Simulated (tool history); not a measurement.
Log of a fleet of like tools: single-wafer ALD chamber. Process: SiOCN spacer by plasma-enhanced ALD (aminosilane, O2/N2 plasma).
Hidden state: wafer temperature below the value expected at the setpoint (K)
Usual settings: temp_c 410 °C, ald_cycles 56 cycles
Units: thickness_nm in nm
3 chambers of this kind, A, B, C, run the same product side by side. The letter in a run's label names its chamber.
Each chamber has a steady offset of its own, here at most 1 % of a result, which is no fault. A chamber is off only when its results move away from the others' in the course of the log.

run	day	temp_c	ald_cycles	hours since the last thermocouple change	read-back reference wafer on the same gauge, thickness_nm	thickness_nm
1A	0.333	410	56	539.7	2.9119	3.2932
2C	0.788	410	56	718.4	2.9109	3.2612
3B	1	410	56	959.9	2.9105	3.3083
4C	1.233	410	56	729.1	2.9088	3.2546
5A	1.567	410	56	569.3	2.9122	3.293
6B	1.875	410	56	980.9	2.9103	3.3163
7B	2.192	410	56	988.5	2.9088	3.3233
8C	2.679	410	56	763.8	2.9112	3.2534
9A	3.046	410	56	604.8	2.9102	3.2951
10B	3.279	410	56	1014.6	2.9102	3.2988
11C	3.638	410	56	786.8	2.909	3.2802
12A	3.883	418	63	624.9	2.9102	3.5995
13B	4.271	418	63	1038.4	2.9106	3.6113
14A	4.579	418	63	641.6	2.9094	3.5969
15C	4.896	410	56	817	2.912	3.2612
16B	5.308	410	56	1063.3	2.9108	3.3159
17C	5.683	410	56	835.9	2.9116	3.2731
18A	6.121	410	56	678.6	2.9091	3.2715
19B	6.592	410	56	1094.1	2.9095	3.3048
20A	6.996	410	48	699.6	2.9085	2.8282
21C	7.442	410	48	878.1	2.9105	2.8005
22A	7.75	410	48	717.7	2.9084	2.8111
23C	8.146	410	56	895	2.9093	3.2596
24B	8.538	410	56	1140.8	2.9114	3.3066
25A	9	410	56	747.7	2.9098	3.2924
26C	9.471	410	56	926.8	2.9096	3.2702
27B	9.858	410	56	1172.5	2.9114	3.3225
28B	10.217	410	56	1181.1	2.909	3.305
29A	10.592	410	56	785.9	2.9094	3.2931
30C	11.008	410	56	963.7	2.9112	3.2653

Next, every chamber runs the same settings. What will each give?
31A	11.362	410	56			?
31B	11.362	410	56			?
31C	11.362	410	56			?

run	thickness_nm
31A	3.2938
31B	3.3023
31C	3.2593

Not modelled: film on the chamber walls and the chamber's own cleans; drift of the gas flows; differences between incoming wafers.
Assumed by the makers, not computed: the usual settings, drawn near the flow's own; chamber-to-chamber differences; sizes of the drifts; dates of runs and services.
